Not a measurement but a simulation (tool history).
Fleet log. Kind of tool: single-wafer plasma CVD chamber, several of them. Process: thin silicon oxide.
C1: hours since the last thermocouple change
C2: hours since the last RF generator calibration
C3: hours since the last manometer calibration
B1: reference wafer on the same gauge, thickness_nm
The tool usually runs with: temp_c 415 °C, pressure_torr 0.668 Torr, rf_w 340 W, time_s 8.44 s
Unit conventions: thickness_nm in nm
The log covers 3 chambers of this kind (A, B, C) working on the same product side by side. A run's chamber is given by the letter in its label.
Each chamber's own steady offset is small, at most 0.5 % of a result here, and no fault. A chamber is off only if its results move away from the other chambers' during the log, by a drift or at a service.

run 1B hour=7.9 | temp_c=415 pressure_torr=0.668 rf_w=340 time_s=8.44 | C1=1918.9 C2=496 C3=120 | B1=15.695 | thickness_nm=13.492
run 2A hour=17 | temp_c=415 pressure_torr=0.668 rf_w=340 time_s=8.44 | C1=2964.5 C2=1992 C3=164.6 | B1=15.693 | thickness_nm=13.371
-- hour=31.1 chamber A: thermocouple changed; heater temperature recalibrated
run 3C hour=31.7 | temp_c=415 pressure_torr=0.668 rf_w=340 time_s=8.44 | C1=1277.3 C2=478 C3=292.3 | B1=15.69 | thickness_nm=13.453
run 4A hour=40 | temp_c=415 pressure_torr=0.668 rf_w=340 time_s=8.44 | C1=8.9 C2=2015 C3=187.6 | B1=15.69 | thickness_nm=13.393
run 5C hour=56 | temp_c=415 pressure_torr=0.668 rf_w=340 time_s=8.44 | C1=1301.6 C2=502.3 C3=316.6 | B1=15.686 | thickness_nm=13.443
run 6B hour=64 | temp_c=415 pressure_torr=0.668 rf_w=340 time_s=8.44 | C1=1975 C2=552.1 C3=176.1 | B1=15.682 | thickness_nm=13.502
run 7A hour=80.3 | temp_c=415 pressure_torr=0.668 rf_w=340 time_s=8.44 | C1=49.2 C2=2055.3 C3=227.9 | B1=15.679 | thickness_nm=13.374
run 8B hour=89.4 | temp_c=415 pressure_torr=0.668 rf_w=340 time_s=8.44 | C1=2000.4 C2=577.5 C3=201.5 | B1=15.684 | thickness_nm=13.481
run 9C hour=98.7 | temp_c=415 pressure_torr=0.668 rf_w=340 time_s=8.44 | C1=1344.3 C2=545 C3=359.3 | B1=15.67 | thickness_nm=13.4
run 10C hour=110.3 | temp_c=415 pressure_torr=0.668 rf_w=340 time_s=8.44 | C1=1355.9 C2=556.6 C3=370.9 | B1=15.666 | thickness_nm=13.423
run 11B hour=117.8 | temp_c=415 pressure_torr=0.668 rf_w=340 time_s=8.44 | C1=2028.8 C2=605.9 C3=229.9 | B1=15.664 | thickness_nm=13.475
run 12A hour=132.9 | temp_c=415 pressure_torr=0.668 rf_w=340 time_s=8.44 | C1=101.8 C2=2107.9 C3=280.5 | B1=15.665 | thickness_nm=13.298
run 13C hour=142.1 | temp_c=415 pressure_torr=0.668 rf_w=340 time_s=8.44 | C1=1387.7 C2=588.4 C3=402.7 | B1=15.66 | thickness_nm=13.478
run 14B hour=154.7 | temp_c=415 pressure_torr=0.668 rf_w=340 time_s=8.44 | C1=2065.7 C2=642.8 C3=266.8 | B1=15.657 | thickness_nm=13.484
run 15A hour=166.7 | temp_c=415 pressure_torr=0.668 rf_w=340 time_s=8.44 | C1=135.6 C2=2141.7 C3=314.3 | B1=15.647 | thickness_nm=13.373
run 16C hour=179.5 | temp_c=415 pressure_torr=0.668 rf_w=340 time_s=8.44 | C1=1425.1 C2=625.8 C3=440.1 | B1=15.647 | thickness_nm=13.427
run 17B hour=194.6 | temp_c=415 pressure_torr=0.668 rf_w=340 time_s=8.44 | C1=2105.6 C2=682.7 C3=306.7 | B1=15.641 | thickness_nm=13.419
run 18A hour=205.7 | temp_c=415 pressure_torr=0.668 rf_w=340 time_s=8.44 | C1=174.6 C2=2180.7 C3=353.3 | B1=15.646 | thickness_nm=13.342
run 19A hour=216.6 | temp_c=415 pressure_torr=0.668 rf_w=340 time_s=8.44 | C1=185.5 C2=2191.6 C3=364.2 | B1=15.642 | thickness_nm=13.343
run 20B hour=229.4 | temp_c=415 pressure_torr=0.668 rf_w=340 time_s=8.44 | C1=2140.4 C2=717.5 C3=341.5 | B1=15.639 | thickness_nm=13.458
run 21C hour=239.7 | temp_c=415 pressure_torr=0.668 rf_w=340 time_s=8.44 | C1=1485.3 C2=686 C3=500.3 | B1=15.641 | thickness_nm=13.369
run 22C hour=249.8 | temp_c=415 pressure_torr=0.668 rf_w=340 time_s=8.44 | C1=1495.4 C2=696.1 C3=510.4 | B1=15.628 | thickness_nm=13.383
run 23A hour=258.9 | temp_c=415 pressure_torr=0.668 rf_w=340 time_s=8.44 | C1=227.8 C2=2233.9 C3=406.5 | B1=15.632 | thickness_nm=13.305
run 24B hour=272 | temp_c=415 pressure_torr=0.668 rf_w=340 time_s=8.44 | C1=2183 C2=760.1 C3=384.1 | B1=15.627 | thickness_nm=13.466
run 25C hour=288 | temp_c=415 pressure_torr=0.668 rf_w=340 time_s=8.44 | C1=1533.6 C2=734.3 C3=548.6 | B1=15.619 | thickness_nm=13.392
run 26A hour=297.4 | temp_c=415 pressure_torr=0.668 rf_w=340 time_s=8.44 | C1=266.3 C2=2272.4 C3=445 | B1=15.615 | thickness_nm=13.289
run 27B hour=308.5 | temp_c=415 pressure_torr=0.668 rf_w=340 time_s=8.44 | C1=2219.5 C2=796.6 C3=420.6 | B1=15.616 | thickness_nm=13.431
run 28B hour=321 | temp_c=415 pressure_torr=0.668 rf_w=340 time_s=8.44 | C1=2232 C2=809.1 C3=433.1 | B1=15.608 | thickness_nm=13.414
run 29C hour=332.7 | temp_c=415 pressure_torr=0.668 rf_w=340 time_s=8.44 | C1=1578.3 C2=779 C3=593.3 | B1=15.608 | thickness_nm=13.384
run 30A hour=347.2 | temp_c=415 pressure_torr=0.668 rf_w=340 time_s=8.44 | C1=316.1 C2=2322.2 C3=494.8 | B1=15.597 | thickness_nm=13.255
run 31A hour=357.3 | temp_c=415 pressure_torr=0.668 rf_w=340 time_s=8.44 | C1=326.2 C2=2332.3 C3=504.9 | B1=15.6 | thickness_nm=13.264
run 32B hour=365.5 | temp_c=415 pressure_torr=0.761 rf_w=340 time_s=8.44 | C1=2276.5 C2=853.6 C3=477.6 | B1=15.595 | thickness_nm=15.346
run 33C hour=379 | temp_c=415 pressure_torr=0.761 rf_w=340 time_s=8.44 | C1=1624.6 C2=825.3 C3=639.6 | B1=15.6 | thickness_nm=15.26

One chamber off, gauge drift, or nothing amiss beyond the chambers' own small offsets? If it is a chamber, which one, and what is the likeliest cause?

It is the gauge, not a chamber: its drift shows up in every chamber's results at once, and no chamber is off.
Cause: gauge reads low (%) = 0.699.
